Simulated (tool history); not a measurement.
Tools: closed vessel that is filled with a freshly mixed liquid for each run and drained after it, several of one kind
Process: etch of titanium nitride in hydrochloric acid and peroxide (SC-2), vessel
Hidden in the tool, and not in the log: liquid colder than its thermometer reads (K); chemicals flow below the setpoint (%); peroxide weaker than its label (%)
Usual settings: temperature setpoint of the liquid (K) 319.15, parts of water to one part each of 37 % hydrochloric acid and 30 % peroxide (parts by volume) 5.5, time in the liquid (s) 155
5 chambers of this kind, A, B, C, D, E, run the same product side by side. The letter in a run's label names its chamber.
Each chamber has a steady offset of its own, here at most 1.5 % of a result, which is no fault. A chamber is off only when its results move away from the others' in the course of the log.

run	hour	temperature setpoint of the liquid (K)	parts of water to one part each of 37 % hydrochloric acid and 30 % peroxide (parts by volume)	time in the liquid (s)	hours since the thermometer was replaced	hours since the chemicals flow meter was replaced	hours since the drum of peroxide was connected	read-back film thickness of the titanium nitride reference wafer, read on the same gauge (nm)	thickness taken off the titanium nitride on a monitor wafer (Å)
1C	4.8	319.15	5.5	155	2411.1	1247.8	264.2	79.979	64.225
2E	8.6	319.15	5.5	155	740.6	624.8	613.6	80.001	62.795
3A	13.9	319.15	5.5	155	2600.4	613.7	445.6	80	63.732
4D	18.8	319.15	5.5	155	619.3	1019.8	605.8	79.983	63.569
5B	21.4	319.15	5.5	155	1150.3	427	420.4	79.994	64.386
6D	24.7	319.15	5.5	155	625.2	1025.7	611.7	79.998	62.55
7C	30.1	313.65	5.5	190	2436.4	1273.1	289.5	80.004	52.941
8E	35	313.65	5.5	190	767	651.2	640	79.996	52.645
9B	39	313.65	5.5	190	1167.9	444.6	438	79.994	54.148
10A	42.5	313.65	5.5	190	2629	642.3	474.2	79.991	54.401
11C	46.7	313.65	5.5	190	2453	1289.7	306.1	79.992	53.523
12E	50.2	319.15	5.5	155	782.2	666.4	655.2	79.996	62.78
# hour 51.4: chamber C: new drum of peroxide connected
13D	53	323.65	5.5	155	653.5	1054	640	79.993	86.275
14B	56.6	323.65	5.5	155	1185.5	462.2	455.6	80.02	87.039
15A	60.2	323.65	5.5	155	2646.7	660	491.9	80.008	87.561
# hour 62.4: chamber C: thermometer replaced
16D	63.7	323.65	5.5	155	664.2	1064.7	650.7	80.004	86.082
17E	66.4	323.65	5.5	155	798.4	682.6	671.4	80.016	85.455
18A	71.6	319.15	5.5	155	2658.1	671.4	503.3	79.991	64.734
19C	74.6	319.15	4.5	155	12.3	1317.6	23.2	80.009	74.001
20B	78.1	319.15	4.5	155	1207	483.7	477.1	79.987	73.599
21B	82.8	319.15	4.5	155	1211.7	488.4	481.8	80.026	73.862
22D	86.7	319.15	4.5	155	687.2	1087.7	673.7	80.005	72.466
23C	91.4	319.15	4.5	155	29.1	1334.4	40	80.001	74.239
24A	95.9	319.15	5.5	155	2682.4	695.7	527.6	80.006	63.77
# hour 97.9: chamber E: chemicals flow meter replaced
25E	98.4	319.15	5.5	155	830.4	0.6	703.4	80.008	61.47
26A	103.7	319.15	5.5	155	2690.2	703.5	535.4	80.002	64.437
27C	109.3	315.65	5.5	185	47	1352.3	57.9	80.014	60.293
28B	113	315.65	5.5	185	1241.9	518.6	512	79.994	60.291
29D	117.4	315.65	5.5	185	717.9	1118.4	704.4	80.011	59.083
30E	119.9	315.65	5.5	185	851.9	22.1	724.9	80.007	56.253
31E	124.7	315.65	5.5	185	856.7	26.9	729.7	79.983	55.69
32D	129.7	319.15	5.5	155	730.2	1130.7	716.7	80.006	62.42
# hour 131.7: chamber D: new drum of peroxide connected
33C	132.6	319.15	5.5	155	70.3	1375.6	81.2	80.003	63.936
34B	137.7	319.15	5.5	155	1266.6	543.3	536.7	79.993	63.642
35A	141.6	319.15	5.5	155	2728.1	741.4	573.3	79.983	64.444
36A	146.9	319.15	5.5	155	2733.4	746.7	578.6	79.996	63.872
37B	151.9	319.15	5.5	155	1280.8	557.5	550.9	79.992	63.44
38E	157.4	319.15	5.5	155	889.4	59.6	762.4	79.988	57.634
39C	162.8	319.15	5.5	155	100.5	1405.8	111.4	80.009	64.538
40D	165.3	319.15	5.5	155	765.8	1166.3	33.7	80.019	62.899

What goes on in this fleet: one chamber off, a drifting gauge, or nothing beyond the chambers' own small offsets? Name the chamber and the cause, if any.

Chamber E drifts away from the others.
Cause: liquid colder than its thermometer reads (K) = 1.36.

Here are 4 candidates for chamber E's next run, each the usual settings with a change, their results left as question marks. Which one brings its results back in line with what the others give on the usual settings?
In line means no further than this from the other chambers' mean on the usual settings: thickness taken off the titanium nitride on a monitor wafer (Å) 1.7
41E-1	169.3	316.65	5.5	155					?
41E-2	169.3	321.65	5.5	155					?
41E-3	169.3	319.15	5.5	170					?
41E-4	169.3	319.15	5.5	140					?

The other chambers' mean on the usual settings: thickness taken off the titanium nitride on a monitor wafer (Å) 63.752
run	thickness taken off the titanium nitride on a monitor wafer (Å)
41E-1	48.332
41E-2	68.556
41E-3	63.199
41E-4	52.046
41E-3 brings the chamber back in line.
